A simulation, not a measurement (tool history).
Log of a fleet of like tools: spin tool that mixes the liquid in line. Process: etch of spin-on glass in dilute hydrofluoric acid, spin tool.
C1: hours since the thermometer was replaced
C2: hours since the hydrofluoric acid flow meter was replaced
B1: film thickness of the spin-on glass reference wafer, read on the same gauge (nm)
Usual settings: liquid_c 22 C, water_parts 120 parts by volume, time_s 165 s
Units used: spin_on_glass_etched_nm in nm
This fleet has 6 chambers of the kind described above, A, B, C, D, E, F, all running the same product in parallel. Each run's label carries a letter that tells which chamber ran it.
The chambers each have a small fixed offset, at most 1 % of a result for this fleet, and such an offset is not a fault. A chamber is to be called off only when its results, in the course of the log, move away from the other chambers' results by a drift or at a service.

{"run": "1A", "day": 0.312, "liquid_c": 22, "water_parts": 120, "time_s": 165, "C1": 252.7, "C2": 227.1, "B1": 100.02, "spin_on_glass_etched_nm": 45.829}
{"run": "2C", "day": 0.812, "liquid_c": 22, "water_parts": 120, "time_s": 165, "C1": 2045.7, "C2": 395.8, "B1": 100.02, "spin_on_glass_etched_nm": 45.598}
{"run": "3E", "day": 1.104, "liquid_c": 22, "water_parts": 120, "time_s": 165, "C1": 1667.5, "C2": 1134.4, "B1": 100.02, "spin_on_glass_etched_nm": 45.63}
{"run": "4F", "day": 1.704, "liquid_c": 22, "water_parts": 120, "time_s": 165, "C1": 72.9, "C2": 570.7, "B1": 99.997, "spin_on_glass_etched_nm": 46.091}
{"run": "5D", "day": 2.279, "liquid_c": 22, "water_parts": 120, "time_s": 165, "C1": 1025.8, "C2": 95, "B1": 99.969, "spin_on_glass_etched_nm": 45.246}
{"run": "6B", "day": 2.817, "liquid_c": 22, "water_parts": 120, "time_s": 165, "C1": 600.6, "C2": 771, "B1": 100.05, "spin_on_glass_etched_nm": 45.655}
{"run": "7D", "day": 3.371, "liquid_c": 22, "water_parts": 120, "time_s": 165, "C1": 1052, "C2": 121.2, "B1": 100, "spin_on_glass_etched_nm": 45.571}
{"run": "8C", "day": 3.796, "liquid_c": 19, "water_parts": 120, "time_s": 165, "C1": 2117.3, "C2": 467.4, "B1": 99.977, "spin_on_glass_etched_nm": 40.718}
{"run": "9F", "day": 4.25, "liquid_c": 19, "water_parts": 120, "time_s": 165, "C1": 134, "C2": 631.8, "B1": 100.05, "spin_on_glass_etched_nm": 40.318}
{"run": "10A", "day": 4.538, "liquid_c": 19, "water_parts": 120, "time_s": 165, "C1": 354.1, "C2": 328.5, "B1": 100.02, "spin_on_glass_etched_nm": 40.562}
{"day": 4.979, "done": "chamber B: thermometer replaced"}
{"run": "11B", "day": 5.083, "liquid_c": 19, "water_parts": 120, "time_s": 165, "C1": 2.5, "C2": 825.4, "B1": 99.982, "spin_on_glass_etched_nm": 40.585}
{"run": "12E", "day": 5.421, "liquid_c": 19, "water_parts": 120, "time_s": 165, "C1": 1771.1, "C2": 1238, "B1": 100.02, "spin_on_glass_etched_nm": 40.13}
{"run": "13F", "day": 5.767, "liquid_c": 19, "water_parts": 120, "time_s": 165, "C1": 170.4, "C2": 668.2, "B1": 99.987, "spin_on_glass_etched_nm": 40.35}
{"run": "14C", "day": 6.108, "liquid_c": 22, "water_parts": 120, "time_s": 65, "C1": 2172.8, "C2": 522.9, "B1": 99.984, "spin_on_glass_etched_nm": 18.165}
{"day": 6.225, "done": "chamber B: hydrofluoric acid flow meter replaced"}
{"run": "15E", "day": 6.583, "liquid_c": 22, "water_parts": 120, "time_s": 65, "C1": 1799, "C2": 1265.9, "B1": 99.986, "spin_on_glass_etched_nm": 17.907}
{"run": "16B", "day": 6.904, "liquid_c": 22, "water_parts": 120, "time_s": 65, "C1": 46.2, "C2": 16.3, "B1": 100.05, "spin_on_glass_etched_nm": 17.987}
{"run": "17A", "day": 7.404, "liquid_c": 22, "water_parts": 120, "time_s": 65, "C1": 422.9, "C2": 397.3, "B1": 100.01, "spin_on_glass_etched_nm": 17.937}
{"day": 7.521, "done": "chamber C: hydrofluoric acid flow meter replaced"}
{"run": "18D", "day": 7.904, "liquid_c": 22, "water_parts": 120, "time_s": 65, "C1": 1160.8, "C2": 230, "B1": 99.986, "spin_on_glass_etched_nm": 17.976}
{"run": "19C", "day": 8.5, "liquid_c": 22, "water_parts": 120, "time_s": 65, "C1": 2230.2, "C2": 23.6, "B1": 100.01, "spin_on_glass_etched_nm": 17.992}
{"run": "20F", "day": 8.833, "liquid_c": 22, "water_parts": 120, "time_s": 165, "C1": 244, "C2": 741.8, "B1": 99.975, "spin_on_glass_etched_nm": 45.595}
{"run": "21D", "day": 9.392, "liquid_c": 22, "water_parts": 120, "time_s": 165, "C1": 1196.5, "C2": 265.7, "B1": 99.992, "spin_on_glass_etched_nm": 45.244}
{"run": "22E", "day": 9.679, "liquid_c": 22, "water_parts": 120, "time_s": 165, "C1": 1873.3, "C2": 1340.2, "B1": 99.997, "spin_on_glass_etched_nm": 45.528}
{"run": "23B", "day": 10.096, "liquid_c": 22, "water_parts": 120, "time_s": 165, "C1": 122.8, "C2": 92.9, "B1": 100.01, "spin_on_glass_etched_nm": 45.621}
{"run": "24A", "day": 10.371, "liquid_c": 22, "water_parts": 120, "time_s": 165, "C1": 494.1, "C2": 468.5, "B1": 99.982, "spin_on_glass_etched_nm": 45.543}
{"run": "25E", "day": 10.817, "liquid_c": 22, "water_parts": 120, "time_s": 165, "C1": 1900.6, "C2": 1367.5, "B1": 100, "spin_on_glass_etched_nm": 45.478}
{"run": "26C", "day": 11.212, "liquid_c": 24.5, "water_parts": 150, "time_s": 165, "C1": 2295.3, "C2": 88.7, "B1": 99.984, "spin_on_glass_etched_nm": 39.056}
{"run": "27D", "day": 11.538, "liquid_c": 24.5, "water_parts": 150, "time_s": 165, "C1": 1248, "C2": 317.2, "B1": 100.02, "spin_on_glass_etched_nm": 38.564}
{"run": "28F", "day": 12.104, "liquid_c": 24.5, "water_parts": 150, "time_s": 165, "C1": 322.5, "C2": 820.3, "B1": 99.963, "spin_on_glass_etched_nm": 38.861}
{"run": "29B", "day": 12.6, "liquid_c": 24.5, "water_parts": 150, "time_s": 165, "C1": 182.9, "C2": 153, "B1": 99.978, "spin_on_glass_etched_nm": 38.962}
{"run": "30A", "day": 12.967, "liquid_c": 24.5, "water_parts": 150, "time_s": 165, "C1": 556.4, "C2": 530.8, "B1": 99.996, "spin_on_glass_etched_nm": 38.871}
{"run": "31A", "day": 13.362, "liquid_c": 24.5, "water_parts": 150, "time_s": 165, "C1": 565.9, "C2": 540.3, "B1": 99.956, "spin_on_glass_etched_nm": 38.883}
{"run": "32D", "day": 13.683, "liquid_c": 22, "water_parts": 120, "time_s": 165, "C1": 1299.5, "C2": 368.7, "B1": 99.96, "spin_on_glass_etched_nm": 45.288}
{"run": "33F", "day": 14.192, "liquid_c": 22, "water_parts": 120, "time_s": 165, "C1": 372.6, "C2": 870.4, "B1": 99.98, "spin_on_glass_etched_nm": 45.913}
{"run": "34E", "day": 14.492, "liquid_c": 22, "water_parts": 120, "time_s": 165, "C1": 1988.8, "C2": 1455.7, "B1": 99.978, "spin_on_glass_etched_nm": 45.464}
{"run": "35B", "day": 14.967, "liquid_c": 22, "water_parts": 120, "time_s": 165, "C1": 239.7, "C2": 209.8, "B1": 100.02, "spin_on_glass_etched_nm": 45.842}
{"run": "36C", "day": 15.558, "liquid_c": 22, "water_parts": 120, "time_s": 165, "C1": 2399.6, "C2": 193, "B1": 100.07, "spin_on_glass_etched_nm": 45.977}

One chamber off, gauge drift, or nothing amiss beyond the chambers' own small offsets? If it is a chamber, which one, and what is the likeliest cause?

The fleet is healthy, with each chamber sitting at its usual small offset and no drift in the gauge.

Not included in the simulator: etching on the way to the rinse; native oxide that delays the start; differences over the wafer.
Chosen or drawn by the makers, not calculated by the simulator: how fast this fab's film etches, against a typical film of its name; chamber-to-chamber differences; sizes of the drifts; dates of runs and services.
